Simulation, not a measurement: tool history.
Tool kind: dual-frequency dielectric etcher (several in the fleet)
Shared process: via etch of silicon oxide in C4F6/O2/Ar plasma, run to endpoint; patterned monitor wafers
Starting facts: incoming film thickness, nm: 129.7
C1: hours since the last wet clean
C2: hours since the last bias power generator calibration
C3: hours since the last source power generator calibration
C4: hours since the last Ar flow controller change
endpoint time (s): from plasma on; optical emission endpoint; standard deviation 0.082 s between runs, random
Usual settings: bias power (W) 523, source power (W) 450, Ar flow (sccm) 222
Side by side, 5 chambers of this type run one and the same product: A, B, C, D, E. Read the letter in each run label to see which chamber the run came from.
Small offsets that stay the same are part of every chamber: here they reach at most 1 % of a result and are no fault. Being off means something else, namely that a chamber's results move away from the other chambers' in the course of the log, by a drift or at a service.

Run 1C, hour 10.4: usual settings; C1 151.4; C2 1440.4; C3 2595.8; C4 3237.7. Result: endpoint time (s) 25.832.
Run 2D, hour 18.7: usual settings; C1 341.3; C2 91.5; C3 3055.7; C4 1500.8. Result: endpoint time (s) 25.975.
Run 3B, hour 31: usual settings; C1 108.4; C2 33.1; C3 2828.9; C4 2874.1. Result: endpoint time (s) 26.011.
Run 4A, hour 41.4: usual settings; C1 405.3; C2 2284.8; C3 63.1; C4 1036.2. Result: endpoint time (s) 25.803.
Run 5E, hour 53.9: usual settings; C1 325.7; C2 3936.1; C3 256.5; C4 4932.2. Result: endpoint time (s) 25.788.
Run 6D, hour 64.2: usual settings; C1 386.8; C2 137; C3 3101.2; C4 1546.3. Result: endpoint time (s) 26.067.
At hour 73.6: chamber D: wet clean of the chamber.
Run 7B, hour 74.8: usual settings but source power (W) 550, Ar flow (sccm) 176; C1 152.2; C2 76.9; C3 2872.7; C4 2917.9. Result: endpoint time (s) 23.445.
Run 8A, hour 84.6: usual settings but source power (W) 550, Ar flow (sccm) 176; C1 448.5; C2 2328; C3 106.3; C4 1079.4. Result: endpoint time (s) 23.253.
Run 9E, hour 94: usual settings but source power (W) 550, Ar flow (sccm) 176; C1 365.8; C2 3976.2; C3 296.6; C4 4972.3. Result: endpoint time (s) 23.505.
Run 10C, hour 102.8: usual settings but source power (W) 550, Ar flow (sccm) 176; C1 243.8; C2 1532.8; C3 2688.2; C4 3330.1. Result: endpoint time (s) 23.553.
Run 11A, hour 113.4: usual settings but source power (W) 550, Ar flow (sccm) 176; C1 477.3; C2 2356.8; C3 135.1; C4 1108.2. Result: endpoint time (s) 23.158.
Run 12B, hour 120.3: usual settings; C1 197.7; C2 122.4; C3 2918.2; C4 2963.4. Result: endpoint time (s) 26.026.
Run 13E, hour 128.5: usual settings; C1 400.3; C2 4010.7; C3 331.1; C4 5006.8. Result: endpoint time (s) 25.923.
At hour 134.5: chamber D: source power generator calibrated.
Run 14C, hour 137.4: usual settings; C1 278.4; C2 1567.4; C3 2722.8; C4 3364.7. Result: endpoint time (s) 25.947.
At hour 141.2: chamber E: wet clean of the chamber.
Run 15D, hour 149.8: usual settings; C1 76.2; C2 222.6; C3 15.4; C4 1631.9. Result: endpoint time (s) 26.039.
At hour 155.1: chamber A: wet clean of the chamber.
Run 16B, hour 161.8: usual settings; C1 239.2; C2 163.9; C3 2959.7; C4 3004.9. Result: endpoint time (s) 26.045.
Run 17D, hour 176.1: usual settings but bias power (W) 413, source power (W) 350; C1 102.5; C2 248.9; C3 41.7; C4 1658.2. Result: endpoint time (s) 31.132.
Run 18A, hour 183.6: usual settings but bias power (W) 413, source power (W) 350; C1 28.5; C2 2427; C3 205.3; C4 1178.4. Result: endpoint time (s) 31.11.
Run 19C, hour 195.5: usual settings but bias power (W) 413, source power (W) 350; C1 336.5; C2 1625.5; C3 2780.9; C4 3422.8. Result: endpoint time (s) 30.487.
Run 20E, hour 202.5: usual settings but bias power (W) 413, source power (W) 350; C1 61.3; C2 4084.7; C3 405.1; C4 5080.8. Result: endpoint time (s) 31.091.
At hour 205.4: chamber C: source power generator calibrated.
Run 21A, hour 216.5: usual settings but bias power (W) 413, source power (W) 350; C1 61.4; C2 2459.9; C3 238.2; C4 1211.3. Result: endpoint time (s) 31.002.
Run 22B, hour 228: usual settings but Ar flow (sccm) 178; C1 305.4; C2 230.1; C3 3025.9; C4 3071.1. Result: endpoint time (s) 25.477.
Run 23D, hour 235.5: usual settings but Ar flow (sccm) 178; C1 161.9; C2 308.3; C3 101.1; C4 1717.6. Result: endpoint time (s) 25.58.
Run 24C, hour 249.4: usual settings but Ar flow (sccm) 178; C1 390.4; C2 1679.4; C3 44; C4 3476.7. Result: endpoint time (s) 24.908.
Run 25E, hour 256: usual settings but Ar flow (sccm) 178; C1 114.8; C2 4138.2; C3 458.6; C4 5134.3. Result: endpoint time (s) 25.309.
Run 26B, hour 264.2: usual settings but Ar flow (sccm) 178; C1 341.6; C2 266.3; C3 3062.1; C4 3107.3. Result: endpoint time (s) 25.443.
Run 27D, hour 274.1: usual settings; C1 200.5; C2 346.9; C3 139.7; C4 1756.2. Result: endpoint time (s) 25.968.
Run 28A, hour 287.1: usual settings; C1 132; C2 2530.5; C3 308.8; C4 1281.9. Result: endpoint time (s) 25.865.
Run 29E, hour 301.6: usual settings; C1 160.4; C2 4183.8; C3 504.2; C4 5179.9. Result: endpoint time (s) 25.896.
Run 30C, hour 311.8: usual settings but source power (W) 490; C1 452.8; C2 1741.8; C3 106.4; C4 3539.1. Result: endpoint time (s) 24.455.

The same settings go to every chamber for the next run, one line per chamber below. Forecast the results for each:
Run 31A, hour 322.2: usual settings. Result: endpoint time (s) ?.
Run 31B, hour 322.2: usual settings. Result: endpoint time (s) ?.
Run 31C, hour 322.2: usual settings. Result: endpoint time (s) ?.
Run 31D, hour 322.2: usual settings. Result: endpoint time (s) ?.
Run 31E, hour 322.2: usual settings. Result: endpoint time (s) ?.

run  endpoint time (s)
31A             25.899
31B             26.097
31C             25.299
31D             26.233
31E             25.818
